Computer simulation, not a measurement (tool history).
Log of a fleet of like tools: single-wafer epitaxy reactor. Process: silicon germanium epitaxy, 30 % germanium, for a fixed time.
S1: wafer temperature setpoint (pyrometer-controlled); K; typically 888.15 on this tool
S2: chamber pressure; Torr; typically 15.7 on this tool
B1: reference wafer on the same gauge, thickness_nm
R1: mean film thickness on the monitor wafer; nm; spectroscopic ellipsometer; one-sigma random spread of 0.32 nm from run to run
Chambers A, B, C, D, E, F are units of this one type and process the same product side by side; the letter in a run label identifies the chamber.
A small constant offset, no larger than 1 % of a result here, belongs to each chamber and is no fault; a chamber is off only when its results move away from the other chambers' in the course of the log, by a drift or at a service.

run 1D hour=7.0 | S1=888.15 S2=15.7 | B1=64.257 | R1=70.605
run 2B hour=12.6 | S1=888.15 S2=15.7 | B1=64.286 | R1=69.231
run 3A hour=23.8 | S1=888.15 S2=15.7 | B1=64.279 | R1=70.544
run 4E hour=34.9 | S1=888.15 S2=15.7 | B1=64.330 | R1=70.969
run 5F hour=40.3 | S1=888.15 S2=15.7 | B1=64.271 | R1=70.534
-- hour=45.2 chamber F: pyrometer calibrated
run 6C hour=49.3 | S1=888.15 S2=15.7 | B1=64.300 | R1=70.708
run 7A hour=60.1 | S1=888.15 S2=15.7 | B1=64.265 | R1=70.154
run 8B hour=70.0 | S1=888.15 S2=15.7 | B1=64.329 | R1=69.477
run 9E hour=78.7 | S1=888.15 S2=15.7 | B1=64.294 | R1=69.804
run 10D hour=84.7 | S1=888.15 S2=15.7 | B1=64.327 | R1=71.143
run 11F hour=93.0 | S1=888.15 S2=15.7 | B1=64.266 | R1=70.874
run 12C hour=104.4 | S1=888.15 S2=15.7 | B1=64.271 | R1=70.805
run 13E hour=114.3 | S1=888.15 S2=15.7 | B1=64.258 | R1=70.225
run 14B hour=122.5 | S1=888.15 S2=15.7 | B1=64.252 | R1=69.602
run 15F hour=133.6 | S1=878.15 S2=15.7 | B1=64.289 | R1=58.688
run 16A hour=144.5 | S1=878.15 S2=15.7 | B1=64.343 | R1=58.901
run 17C hour=154.9 | S1=878.15 S2=15.7 | B1=64.354 | R1=59.050
run 18D hour=160.6 | S1=878.15 S2=15.7 | B1=64.317 | R1=59.095
run 19D hour=171.5 | S1=878.15 S2=15.7 | B1=64.212 | R1=59.489
run 20C hour=178.1 | S1=878.15 S2=15.7 | B1=64.253 | R1=58.611
run 21B hour=186.1 | S1=888.15 S2=15.7 | B1=64.358 | R1=69.172
run 22F hour=198.3 | S1=888.15 S2=15.7 | B1=64.336 | R1=70.509
run 23A hour=204.8 | S1=888.15 S2=19.4 | B1=64.227 | R1=76.791
run 24E hour=210.4 | S1=888.15 S2=19.4 | B1=64.249 | R1=76.181
run 25E hour=221.5 | S1=888.15 S2=19.4 | B1=64.308 | R1=76.210
run 26A hour=233.0 | S1=888.15 S2=19.4 | B1=64.311 | R1=76.622
run 27D hour=239.3 | S1=888.15 S2=19.4 | B1=64.310 | R1=76.840
run 28C hour=249.7 | S1=888.15 S2=19.4 | B1=64.233 | R1=76.077
run 29F hour=261.1 | S1=888.15 S2=15.7 | B1=64.292 | R1=70.651
run 30B hour=271.8 | S1=888.15 S2=15.7 | B1=64.331 | R1=69.538
run 31C hour=282.4 | S1=888.15 S2=15.7 | B1=64.301 | R1=70.893
run 32D hour=294.6 | S1=888.15 S2=15.7 | B1=64.319 | R1=70.430
run 33B hour=306.6 | S1=888.15 S2=15.7 | B1=64.233 | R1=69.889
run 34E hour=318.1 | S1=888.15 S2=15.7 | B1=64.301 | R1=69.751
run 35A hour=328.9 | S1=888.15 S2=15.7 | B1=64.244 | R1=70.540
run 36F hour=340.5 | S1=888.15 S2=15.7 | B1=64.305 | R1=70.510
run 37E hour=348.9 | S1=888.15 S2=15.7 | B1=64.321 | R1=70.252
run 38D hour=361.1 | S1=888.15 S2=15.7 | B1=64.361 | R1=70.544
run 39A hour=371.4 | S1=894.15 S2=18.4 | B1=64.233 | R1=82.990
run 40F hour=380.5 | S1=894.15 S2=18.4 | B1=64.280 | R1=83.380
run 41B hour=390.5 | S1=894.15 S2=18.4 | B1=64.330 | R1=81.963

Is one chamber off against the others, does the gauge drift, or is nothing wrong? If a chamber is off, say which, and what the likeliest cause is.

No chamber is off and the gauge is stable; the differences are just each chamber's small, constant offset.
